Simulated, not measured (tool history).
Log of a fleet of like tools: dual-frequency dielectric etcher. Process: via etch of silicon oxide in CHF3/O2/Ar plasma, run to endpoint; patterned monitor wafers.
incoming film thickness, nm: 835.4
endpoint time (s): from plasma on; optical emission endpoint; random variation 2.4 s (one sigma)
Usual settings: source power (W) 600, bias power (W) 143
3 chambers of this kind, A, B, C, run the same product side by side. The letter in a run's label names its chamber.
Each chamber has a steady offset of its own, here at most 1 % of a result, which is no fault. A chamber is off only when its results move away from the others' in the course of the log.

run  hour  source power (W)  bias power (W)  hours since the last wet clean  hours since the last source power generator calibration  hours since the last bias power generator calibration  endpoint time (s)
 1A     3               600             143                           135.9                                                    968.6                                                   37.4             455.34
 2C   7.8               600             143                           219.8                                                      707                                                 3495.2             456.33
 3B  10.8               600             143                           428.1                                                   2178.3                                                  163.4             460.76
 4C  13.5               600             143                           225.5                                                    712.7                                                 3500.9             456.57
 5A  18.6               600             116                           151.5                                                    984.2                                                     53             491.06
 6B  22.7               600             116                             440                                                   2190.2                                                  175.3             493.64
 7A  26.9               600             116                           159.8                                                    992.5                                                   61.3             486.53
 8B  31.5               600             143                           448.8                                                     2199                                                  184.1             457.75
 9C    34               600             143                             246                                                    733.2                                                 3521.4             458.48
10A  39.2               600             143                           172.1                                                   1004.8                                                   73.6             457.13
11C  43.3               600             143                           255.3                                                    742.5                                                 3530.7             453.89
12B  46.6               600             143                           463.9                                                   2214.1                                                  199.2             460.29
13C  51.2               600             143                           263.2                                                    750.4                                                 3538.6             454.45
14A  55.7               600             143                           188.6                                                   1021.3                                                   90.1             458.51
15B  59.9               600             143                           477.2                                                   2227.4                                                  212.5             459.51
16A  65.1               680             172                             198                                                   1030.7                                                   99.5             413.48
17B  68.8               680             172                           486.1                                                   2236.3                                                  221.4             409.78
18C  73.1               680             172                           285.1                                                    772.3                                                 3560.5             406.76
19C  78.3               600             143                           290.3                                                    777.5                                                 3565.7             456.36
20A  83.6               600             143                           216.5                                                   1049.2                                                    118             459.51
21B  86.4               650             174                           503.7                                                   2253.9                                                    239             418.11
22B  91.6               650             174                           508.9                                                   2259.1                                                  244.2              415.5
23C  95.8               650             174                           307.8                                                      795                                                 3583.2             415.57
24A  99.2               600             143                           232.1                                                   1064.8                                                  133.6             459.86

Is one chamber off against the others, does the gauge drift, or is nothing wrong? If a chamber is off, say which, and what the likeliest cause is.

No chamber stands off beyond its own small offset, and the gauge holds steady.
